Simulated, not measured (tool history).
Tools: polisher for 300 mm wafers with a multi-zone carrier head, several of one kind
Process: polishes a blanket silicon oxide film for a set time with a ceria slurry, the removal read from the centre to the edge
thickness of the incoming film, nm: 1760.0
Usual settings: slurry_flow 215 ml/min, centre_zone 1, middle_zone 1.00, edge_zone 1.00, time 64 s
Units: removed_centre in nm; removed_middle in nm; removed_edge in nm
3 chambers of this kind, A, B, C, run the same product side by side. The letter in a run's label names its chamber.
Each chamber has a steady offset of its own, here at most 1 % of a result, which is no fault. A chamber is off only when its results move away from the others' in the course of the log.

run   hour  slurry_flow  centre_zone  middle_zone  edge_zone  time  wafers polished on this pad  hours since the slurry nozzle was cleaned  hours since the centre zone pressure was calibrated  hours since the edge zone pressure was calibrated  removed_centre  removed_middle  removed_edge
 1B   12.0          215            1         1.00       1.00    64                          811                                      137.3                                                643.6                                               67.1          348.92          349.21        343.23
 2A   21.8          215            1         1.00       1.00    64                          778                                      489.0                                                287.5                                              441.8          351.90          342.60        347.34
 3C   30.2          215            1         1.00       1.00    64                          280                                      146.1                                                746.9                                              516.3          343.26          348.55        347.98
      35.1  -- chamber A: worn pad replaced by a new one
      36.8  -- chamber B: worn pad replaced by a new one
 4C   37.1          215            1         1.00       1.00    64                          327                                      153.0                                                753.8                                              523.2          338.31          348.02        350.03
 5B   50.2          215            1         1.06       1.00    84                           91                                      175.5                                                681.8                                              105.3          449.54          479.13        463.50
      61.3  -- chamber A: slurry nozzle cleaned
 6A   63.1          215            1         1.06       1.00    84                          190                                        1.8                                                328.8                                              483.1          456.79          471.60        455.65
 7C   70.5          215            1         1.06       1.00    84                          554                                      186.4                                                787.2                                              556.6          466.97          484.70        458.66
 8B   79.5          215            1         1.00       1.00    64                          291                                      204.8                                                711.1                                              134.6          358.22          350.87        347.02
 9A   89.1          215            1         1.00       1.09    85                          368                                       27.8                                                354.8                                              509.1          462.12          454.76        488.17
      92.7  -- chamber C: worn pad replaced by a new one
10C  100.2          215            1         1.00       1.09    85                           51                                      216.1                                                816.9                                              586.3          465.25          461.62        481.70
11B  106.9          215            1         1.00       1.09    85                          478                                      232.2                                                738.5                                              162.0          464.22          458.16        474.18
12A  112.9          215            1         1.00       1.00    64                          530                                       51.6                                                378.6                                              532.9          349.00          343.80        352.00
     123.2  -- chamber B: slurry nozzle cleaned
13A  124.8          215            1         1.00       1.00    64                          611                                       63.5                                                390.5                                              544.8          343.41          343.11        348.04
14B  132.8          215            1         1.00       1.00    85                          654                                        9.7                                                764.4                                              187.9          452.18          465.12        462.67
     137.8  -- chamber C: edge zone pressure recalibrated
15C  144.4          215            1         1.00       1.00    85                          352                                      260.3                                                861.1                                                6.6          454.25          456.23        458.84
     144.9  -- chamber B: worn pad replaced by a new one
16A  155.1          215            1         1.00       1.00    85                          817                                       93.8                                                420.8                                              575.1          458.68          460.41        456.71
17C  163.5          215            1         1.00       1.00    64                          482                                      279.4                                                880.2                                               25.7          348.32          346.23        352.49
18B  170.2          215            1         1.00       1.00    64                          172                                       47.1                                                801.8                                              225.3          345.22          345.93        343.89
     170.3  -- chamber A: worn pad replaced by a new one
19C  178.5          215            1         1.00       1.00    64                          584                                      294.4                                                895.2                                               40.7          343.58          350.71        346.34
20B  188.1          215            1         1.00       1.00    64                          294                                       65.0                                                819.7                                              243.2          337.55          346.04        344.95
21A  194.6          215            1         1.00       1.00    64                          166                                      133.3                                                460.3                                              614.6          345.91          345.40        349.64
     205.5  -- chamber C: worn pad replaced by a new one
22C  206.6          215            1         1.00       1.00    64                            7                                      322.5                                                923.3                                               68.8          345.22          347.02        351.47
     208.4  -- chamber C: slurry nozzle cleaned
23B  219.5          215            1         1.00       1.00    64                          508                                       96.4                                                851.1                                              274.6          333.84          346.06        348.02
24A  225.8          215            1         1.00       1.00    64                          378                                      164.5                                                491.5                                              645.8          345.35          346.96        346.44
25B  237.9          215            1         1.00       1.00    64                          633                                      114.8                                                869.5                                              293.0          321.97          344.30        345.66
     239.2  -- chamber C: centre zone pressure recalibrated
26A  247.3          215            1         1.00       1.00    64                          525                                      186.0                                                513.0                                              667.3          344.85          344.35        346.62
27C  257.0          215            1         1.00       1.00    64                          350                                       48.7                                                 17.8                                              119.2          352.64          351.78        341.13
     262.9  -- chamber B: worn pad replaced by a new one
28B  268.6          215            1         1.00       1.00    64                           39                                      145.5                                                900.2                                              323.7          335.80          344.22        347.99
29A  280.8          215            1         1.00       1.00    64                          753                                      219.5                                                546.5                                              700.8          342.15          342.11        349.64
30C  292.9          265            1         0.95       1.00    64                          595                                       84.6                                                 53.7                                              155.1          358.85          340.71        355.54
31A  299.2          265            1         0.95       1.00    64                          878                                      237.9                                                564.9                                              719.2          358.57          339.23        352.96
     300.0  -- chamber C: worn pad replaced by a new one
     303.9  -- chamber A: worn pad replaced by a new one
32B  311.7          265            1         0.95       1.00    64                          332                                      188.6                                                943.3                                              366.8          332.64          337.07        346.67
33C  318.9          215            1         1.11       1.00    64                          128                                      110.6                                                 79.7                                              181.1          348.19          382.27        344.79
34C  331.3          215            1         1.11       1.00    64                          213                                      123.0                                                 92.1                                              193.5          346.22          385.18        346.80
35B  340.4          215            1         1.11       1.00    64                          528                                      217.3                                                972.0                                              395.5          321.54          385.63        346.34
     345.1  -- chamber A: edge zone pressure recalibrated
36A  350.9          215            1         0.95       1.00    64                          320                                      289.6                                                616.6                                                5.8          344.62          330.10        351.06
37A  362.4          215            1         0.95       1.00    64                          399                                      301.1                                                628.1                                               17.3          343.73          330.37        345.37
38B  370.9          215            1         0.95       1.00    64                          736                                      247.8                                               1002.5                                              426.0          319.01          333.48        348.83
39C  380.0          215            1         1.00       1.00    64                          545                                      171.7                                                140.8                                              242.2          345.06          348.42        343.44
     381.3  -- chamber B: worn pad replaced by a new one
     382.8  -- chamber B: slurry nozzle cleaned
40B  387.3          215            1         1.00       1.00    64                           41                                        4.6                                               1018.9                                              442.4          316.79          348.86        345.55
41C  396.5          215            1         1.00       1.00    64                          657                                      188.2                                                157.3                                              258.7          340.87          349.56        346.59
42A  406.6          215            1         1.00       0.92    64                          700                                      345.3                                                672.3                                               61.5          350.36          346.13        335.40
43B  415.8          215            1         1.00       0.92    64                          235                                       33.1                                               1047.4                                              470.9          312.88          346.67        331.94

What goes on in this fleet: one chamber off, a drifting gauge, or nothing beyond the chambers' own small offsets? Name the chamber and the cause, if any.

Chamber B drifts away from the others.
Cause: centre zone's pressure below its setpoint, % = 10.2.

Here are 4 candidates for chamber B's next run, each the usual settings with a change, their results left as question marks. Which one brings its results back in line with what the others give on the usual settings?
In line means no further than this from the other chambers' mean on the usual settings: removed_centre 13.00 nm; removed_middle 8.10 nm; removed_edge 11.00 nm
44B-1  425.2          210         0.92         1.02       1.02    63                                                                                                                                                                                               ?               ?             ?
44B-2  425.2          205         0.87         1.04       1.04    62                                                                                                                                                                                               ?               ?             ?
44B-3  425.2          225         1.14         0.96       0.96    66                                                                                                                                                                                               ?               ?             ?
44B-4  425.2          220         1.08         0.98       0.98    65                                                                                                                                                                                               ?               ?             ?

The other chambers' mean on the usual settings: removed_centre 345.93 nm; removed_middle 345.88 nm; removed_edge 348.28 nm
  run  removed_centre  removed_middle  removed_edge
44B-1          276.70          345.91        343.83
44B-2          254.85          345.38        340.95
44B-3          370.94          345.87        351.61
44B-4          343.24          346.11        349.16
44B-4 brings the chamber back in line.
